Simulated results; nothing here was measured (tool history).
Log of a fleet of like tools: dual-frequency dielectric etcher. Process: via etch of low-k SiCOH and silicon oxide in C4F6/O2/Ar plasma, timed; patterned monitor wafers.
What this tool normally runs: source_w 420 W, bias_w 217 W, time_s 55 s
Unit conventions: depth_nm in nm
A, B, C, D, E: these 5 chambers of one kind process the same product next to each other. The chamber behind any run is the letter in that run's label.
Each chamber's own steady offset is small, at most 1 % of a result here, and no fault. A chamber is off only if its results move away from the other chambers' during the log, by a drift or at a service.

run,hour,source_w,bias_w,time_s,hours since the last wet clean,hours since the last source power generator calibration,hours since the last bias power generator calibration,"read-back reference wafer on the same gauge, depth_nm",depth_nm
1B,6.7,420,217,55,207.1,117.9,4118.2,129.04,155.4
2C,17.5,420,217,55,238,272.2,241.5,128.97,155.23
3D,27.6,420,217,55,181,209.6,453.1,129.05,155.32
4E,35.7,420,217,55,369.3,1668.7,3400.5,128.96,154.71
5A,41.4,420,217,55,84.1,3126.9,1291.8,129.07,156.11
6C,50.9,420,217,55,271.4,305.6,274.9,128.94,156.57
7B,61.6,420,217,55,262,172.8,4173.1,128.98,154.73
8E,72.7,420,217,55,406.3,1705.7,3437.5,128.99,154.42
9D,83,420,217,55,236.4,265,508.5,128.89,155.27
10A,92.3,420,217,55,135,3177.8,1342.7,129.06,156.09
11B,97.8,420,217,55,298.2,209,4209.3,129.07,155.94
12E,107,420,217,55,440.6,1740,3471.8,128.96,155.05
13D,112.1,420,217,55,265.5,294.1,537.6,129,154.92
14C,119.2,420,217,55,339.7,373.9,343.2,128.97,156.51
# hour 119.6: chamber C: wet clean of the chamber
15A,124.7,420,217,55,167.4,3210.2,1375.1,128.99,156.31
# hour 130.8: chamber B: bias power generator calibrated
16D,131.4,420,217,55,284.8,313.4,556.9,129.03,154.72
17A,139.6,420,262,55,182.3,3225.1,1390,128.96,165.81
18C,146.7,420,262,55,27.2,401.4,370.7,128.97,166.81
19B,156.8,420,262,55,357.2,268,26.1,128.95,165.34
20E,163.4,420,262,55,497,1796.4,3528.2,128.93,164.87
21E,172.4,420,262,55,506,1805.4,3537.2,128.91,166
22B,177.6,420,217,55,378,288.8,46.9,128.92,153.91
23D,183.7,470,217,55,337.1,365.7,609.2,129,162.11
24A,191.1,470,217,55,233.8,3276.6,1441.5,129.05,162.35
25C,197.2,470,217,55,77.7,451.9,421.2,128.98,162.9
26A,204.5,470,217,55,247.2,3290,1454.9,128.89,163.71
27E,214.1,470,217,55,547.7,1847.1,3578.9,128.96,163.47
28D,220.6,420,217,55,374,402.6,646.1,128.99,154.79
29C,226.7,420,217,55,107.2,481.4,450.7,128.97,156.43
# hour 230.6: chamber E: bias power generator calibrated
30B,236.1,420,217,55,436.5,347.3,105.4,129.01,154.13
31B,244.3,420,217,55,444.7,355.5,113.6,128.92,155.38
32A,251.7,450,260,55,294.4,3337.2,1502.1,129.03,169.48
33C,257.9,450,260,55,138.4,512.6,481.9,129.02,169.3
34D,265.6,450,260,55,419,447.6,691.1,128.95,169.27
35E,271,450,260,55,604.6,1904,40.4,129.06,171.45
36C,281.3,450,260,55,161.8,536,505.3,129.03,170.03
37B,290.2,420,217,55,490.6,401.4,159.5,128.96,155.46
38D,296.8,420,217,55,450.2,478.8,722.3,129,155.37
39A,307.2,420,217,55,349.9,3392.7,1557.6,129.03,156.26
40E,312.2,420,217,55,645.8,1945.2,81.6,129.08,159.1
41B,323,420,217,55,523.4,434.2,192.3,128.98,155.04
42E,328.1,420,217,45,661.7,1961.1,97.5,128.89,129.98

The same settings go to every chamber for the next run, one line per chamber below. Forecast the results for each:
43A,336.1,420,217,55,,,,,?
43B,336.1,420,217,55,,,,,?
43C,336.1,420,217,55,,,,,?
43D,336.1,420,217,55,,,,,?
43E,336.1,420,217,55,,,,,?

run,depth_nm
43A,155.31
43B,154.82
43C,155.94
43D,155.09
43E,159.54

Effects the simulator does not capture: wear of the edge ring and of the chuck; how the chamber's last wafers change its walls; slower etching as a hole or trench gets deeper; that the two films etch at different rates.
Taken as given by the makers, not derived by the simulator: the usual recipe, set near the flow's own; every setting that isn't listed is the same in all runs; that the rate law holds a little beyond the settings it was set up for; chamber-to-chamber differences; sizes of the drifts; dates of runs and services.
